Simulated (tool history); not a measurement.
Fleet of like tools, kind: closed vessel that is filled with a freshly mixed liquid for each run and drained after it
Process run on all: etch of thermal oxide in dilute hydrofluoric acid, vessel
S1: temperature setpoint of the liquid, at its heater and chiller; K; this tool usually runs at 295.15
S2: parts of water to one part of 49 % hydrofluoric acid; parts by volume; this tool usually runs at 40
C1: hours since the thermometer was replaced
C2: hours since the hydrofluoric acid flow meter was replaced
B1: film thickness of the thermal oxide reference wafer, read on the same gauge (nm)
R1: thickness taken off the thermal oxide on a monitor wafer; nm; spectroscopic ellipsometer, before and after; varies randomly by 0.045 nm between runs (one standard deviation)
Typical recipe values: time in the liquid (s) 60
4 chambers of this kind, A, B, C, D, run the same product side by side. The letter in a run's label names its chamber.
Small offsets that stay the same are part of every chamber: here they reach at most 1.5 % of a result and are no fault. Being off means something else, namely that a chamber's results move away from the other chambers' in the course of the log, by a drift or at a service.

{"run": "1D", "hour": 3.5, "S1": 295.15, "S2": 40, "time in the liquid (s)": 60, "C1": 1201.4, "C2": 387.2, "B1": 109.99, "R1": 6.6911}
{"run": "2A", "hour": 6.6, "S1": 295.15, "S2": 40, "time in the liquid (s)": 60, "C1": 944.6, "C2": 207.5, "B1": 109.96, "R1": 6.6855}
{"run": "3C", "hour": 11.1, "S1": 295.15, "S2": 40, "time in the liquid (s)": 60, "C1": 142.8, "C2": 298.4, "B1": 110.01, "R1": 6.7634}
{"run": "4B", "hour": 14.5, "S1": 295.15, "S2": 40, "time in the liquid (s)": 60, "C1": 1684.1, "C2": 454, "B1": 109.99, "R1": 6.8349}
{"run": "5A", "hour": 17.5, "S1": 295.15, "S2": 40, "time in the liquid (s)": 60, "C1": 955.5, "C2": 218.4, "B1": 110.01, "R1": 6.8002}
{"run": "6B", "hour": 19.9, "S1": 295.15, "S2": 40, "time in the liquid (s)": 60, "C1": 1689.5, "C2": 459.4, "B1": 110, "R1": 6.8923}
{"run": "7C", "hour": 23.0, "S1": 297.15, "S2": 40, "time in the liquid (s)": 60, "C1": 154.7, "C2": 310.3, "B1": 110.03, "R1": 7.4635}
{"run": "8D", "hour": 25.5, "S1": 297.15, "S2": 40, "time in the liquid (s)": 60, "C1": 1223.4, "C2": 409.2, "B1": 110.02, "R1": 7.2432}
{"run": "9B", "hour": 28.7, "S1": 297.15, "S2": 40, "time in the liquid (s)": 60, "C1": 1698.3, "C2": 468.2, "B1": 109.97, "R1": 7.3462}
{"run": "10C", "hour": 31.3, "S1": 297.15, "S2": 40, "time in the liquid (s)": 60, "C1": 163, "C2": 318.6, "B1": 109.98, "R1": 7.4456}
{"run": "11D", "hour": 35.1, "S1": 295.15, "S2": 40, "time in the liquid (s)": 60, "C1": 1233, "C2": 418.8, "B1": 110.02, "R1": 6.7726}
{"run": "12A", "hour": 37.1, "S1": 295.15, "S2": 40, "time in the liquid (s)": 60, "C1": 975.1, "C2": 238, "B1": 109.99, "R1": 6.6758}
{"run": "13C", "hour": 39.7, "S1": 295.15, "S2": 40, "time in the liquid (s)": 60, "C1": 171.4, "C2": 327, "B1": 109.99, "R1": 6.97}
{"run": "14B", "hour": 43.9, "S1": 295.15, "S2": 40, "time in the liquid (s)": 60, "C1": 1713.5, "C2": 483.4, "B1": 110.01, "R1": 6.8382}
{"run": "15D", "hour": 46.7, "S1": 295.15, "S2": 40, "time in the liquid (s)": 60, "C1": 1244.6, "C2": 430.4, "B1": 109.99, "R1": 6.6746}
{"run": "16A", "hour": 49.4, "S1": 295.15, "S2": 40, "time in the liquid (s)": 60, "C1": 987.4, "C2": 250.3, "B1": 110, "R1": 6.7082}
{"run": "17B", "hour": 51.5, "S1": 295.15, "S2": 40, "time in the liquid (s)": 60, "C1": 1721.1, "C2": 491, "B1": 110.01, "R1": 6.8214}
{"run": "18C", "hour": 54.1, "S1": 295.15, "S2": 40, "time in the liquid (s)": 60, "C1": 185.8, "C2": 341.4, "B1": 110.03, "R1": 7.0135}
{"run": "19D", "hour": 58.5, "S1": 295.15, "S2": 40, "time in the liquid (s)": 60, "C1": 1256.4, "C2": 442.2, "B1": 110.04, "R1": 6.7636}
{"run": "20A", "hour": 60.8, "S1": 295.15, "S2": 40, "time in the liquid (s)": 60, "C1": 998.8, "C2": 261.7, "B1": 110.01, "R1": 6.7929}
{"run": "21B", "hour": 64.5, "S1": 295.15, "S2": 40, "time in the liquid (s)": 60, "C1": 1734.1, "C2": 504, "B1": 109.99, "R1": 6.8322}
{"run": "22A", "hour": 66.6, "S1": 295.15, "S2": 40, "time in the liquid (s)": 60, "C1": 1004.6, "C2": 267.5, "B1": 110, "R1": 6.6846}
{"run": "23D", "hour": 69.1, "S1": 295.15, "S2": 40, "time in the liquid (s)": 60, "C1": 1267, "C2": 452.8, "B1": 110.01, "R1": 6.7789}
{"run": "24C", "hour": 72.5, "S1": 295.15, "S2": 30, "time in the liquid (s)": 60, "C1": 204.2, "C2": 359.8, "B1": 109.97, "R1": 9.6865}
{"run": "25B", "hour": 74.4, "S1": 295.15, "S2": 30, "time in the liquid (s)": 60, "C1": 1744, "C2": 513.9, "B1": 109.98, "R1": 9.348}
{"run": "26A", "hour": 78.4, "S1": 295.15, "S2": 30, "time in the liquid (s)": 60, "C1": 1016.4, "C2": 279.3, "B1": 109.98, "R1": 9.0893}
{"run": "27C", "hour": 82.4, "S1": 295.15, "S2": 30, "time in the liquid (s)": 60, "C1": 214.1, "C2": 369.7, "B1": 110, "R1": 9.5157}
{"run": "28D", "hour": 85.1, "S1": 295.15, "S2": 40, "time in the liquid (s)": 60, "C1": 1283, "C2": 468.8, "B1": 109.99, "R1": 6.7335}
{"hour": 85.4, "done": "chamber D: thermometer replaced"}
{"run": "29D", "hour": 88.6, "S1": 295.15, "S2": 40, "time in the liquid (s)": 60, "C1": 3.3, "C2": 472.3, "B1": 109.98, "R1": 6.6651}
{"run": "30A", "hour": 90.7, "S1": 295.15, "S2": 40, "time in the liquid (s)": 60, "C1": 1028.7, "C2": 291.6, "B1": 109.97, "R1": 6.7533}
{"run": "31C", "hour": 94.9, "S1": 295.15, "S2": 40, "time in the liquid (s)": 60, "C1": 226.6, "C2": 382.2, "B1": 110, "R1": 7.1724}
{"run": "32B", "hour": 99.1, "S1": 295.15, "S2": 40, "time in the liquid (s)": 60, "C1": 1768.7, "C2": 538.6, "B1": 110, "R1": 6.8333}
{"run": "33A", "hour": 102.7, "S1": 295.15, "S2": 40, "time in the liquid (s)": 60, "C1": 1040.7, "C2": 303.6, "B1": 110.01, "R1": 6.7591}
{"run": "34C", "hour": 105.2, "S1": 295.15, "S2": 40, "time in the liquid (s)": 60, "C1": 236.9, "C2": 392.5, "B1": 109.99, "R1": 7.2559}
{"run": "35B", "hour": 107.8, "S1": 295.15, "S2": 40, "time in the liquid (s)": 60, "C1": 1777.4, "C2": 547.3, "B1": 109.99, "R1": 6.8759}
{"run": "36D", "hour": 111.1, "S1": 295.15, "S2": 40, "time in the liquid (s)": 60, "C1": 25.8, "C2": 494.8, "B1": 110.01, "R1": 6.6555}
{"run": "37C", "hour": 114.0, "S1": 295.15, "S2": 40, "time in the liquid (s)": 60, "C1": 245.7, "C2": 401.3, "B1": 110, "R1": 7.222}
{"run": "38D", "hour": 116.7, "S1": 295.15, "S2": 40, "time in the liquid (s)": 60, "C1": 31.4, "C2": 500.4, "B1": 109.99, "R1": 6.8192}
{"run": "39A", "hour": 119.4, "S1": 295.15, "S2": 40, "time in the liquid (s)": 60, "C1": 1057.4, "C2": 320.3, "B1": 110.02, "R1": 6.6815}
{"run": "40B", "hour": 122.9, "S1": 295.15, "S2": 40, "time in the liquid (s)": 60, "C1": 1792.5, "C2": 562.4, "B1": 109.98, "R1": 6.9319}
{"run": "41A", "hour": 127.3, "S1": 295.15, "S2": 40, "time in the liquid (s)": 60, "C1": 1065.3, "C2": 328.2, "B1": 110.02, "R1": 6.7432}

All 4 chambers run these settings next. Forecast each chamber's results:
{"run": "42A", "hour": 130.5, "S1": 295.15, "S2": 40, "time in the liquid (s)": 60, "R1": "?"}
{"run": "42B", "hour": 130.5, "S1": 295.15, "S2": 40, "time in the liquid (s)": 60, "R1": "?"}
{"run": "42C", "hour": 130.5, "S1": 295.15, "S2": 40, "time in the liquid (s)": 60, "R1": "?"}
{"run": "42D", "hour": 130.5, "S1": 295.15, "S2": 40, "time in the liquid (s)": 60, "R1": "?"}

run=42A R1=6.7322
run=42B R1=6.9216
run=42C R1=7.3772
run=42D R1=6.8082
